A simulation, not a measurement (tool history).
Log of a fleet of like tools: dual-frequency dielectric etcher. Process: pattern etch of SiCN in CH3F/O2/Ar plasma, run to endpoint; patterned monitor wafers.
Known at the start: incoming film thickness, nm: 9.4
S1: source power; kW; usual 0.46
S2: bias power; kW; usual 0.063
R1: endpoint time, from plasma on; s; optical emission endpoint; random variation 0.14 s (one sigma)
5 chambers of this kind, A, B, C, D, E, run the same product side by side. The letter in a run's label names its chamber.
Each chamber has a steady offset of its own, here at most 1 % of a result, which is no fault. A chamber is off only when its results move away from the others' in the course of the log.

run     day    S1     S2      R1
      0.017  -- chamber B: wet clean of the chamber
 1C   0.246  0.46  0.063  24.743
 2A   0.746  0.46  0.063   25.08
 3E   1.275  0.46  0.063  25.002
 4D   1.796  0.46  0.063  25.055
 5B   2.108  0.46  0.063  24.923
 6A     2.4  0.46  0.063  24.897
 7B   2.679  0.46  0.063  25.141
 8D   3.092  0.46  0.063  24.994
 9C   3.417  0.46  0.063  24.981
10E   3.683  0.46  0.063  24.891
      3.754  -- chamber A: wet clean of the chamber
11D   4.167  0.46  0.063  24.959
12B   4.454  0.46  0.063  25.051
13E   4.888  0.46  0.063  25.182
14C   5.388  0.46  0.063  24.909
15A   5.717  0.46  0.063   24.88
16B   6.246  0.46  0.063  24.785
17A   6.558  0.46  0.063  24.839
18D   7.112  0.46  0.063  24.742
19C   7.454  0.46  0.063  24.807
      7.662  -- chamber E: wet clean of the chamber
20E     7.8  0.46  0.057   25.95
21A   8.054  0.46  0.057  25.758
22E   8.525  0.46  0.057  25.588
23C   8.925  0.46  0.057  25.587
      9.067  -- chamber C: wet clean of the chamber
24D   9.279  0.46  0.057  25.574
25B   9.533  0.38  0.063  26.866
26D   9.996  0.38  0.063   26.65
27A  10.521  0.38  0.063  27.094
28C  10.892  0.38  0.063  26.815
29B  11.238  0.38  0.063  27.101
30E  11.596  0.46  0.063  25.037
     11.992  -- chamber D: wet clean of the chamber
31A  12.012  0.46  0.063  25.136
32B  12.558  0.46  0.063  25.135
33D  12.875  0.46  0.063  24.703
34C  13.262  0.46  0.063   25.02
35E  13.683  0.46  0.063   24.99
36A  14.033  0.46  0.063   24.63
37E    14.3  0.46  0.063  25.141
38B  14.612  0.46  0.063  25.026
39C  15.158  0.37  0.071  25.805
40D  15.529  0.37  0.071  25.951

What goes on in this fleet: one chamber off, a drifting gauge, or nothing beyond the chambers' own small offsets? Name the chamber and the cause, if any.

No chamber stands off beyond its own small offset, and the gauge holds steady.
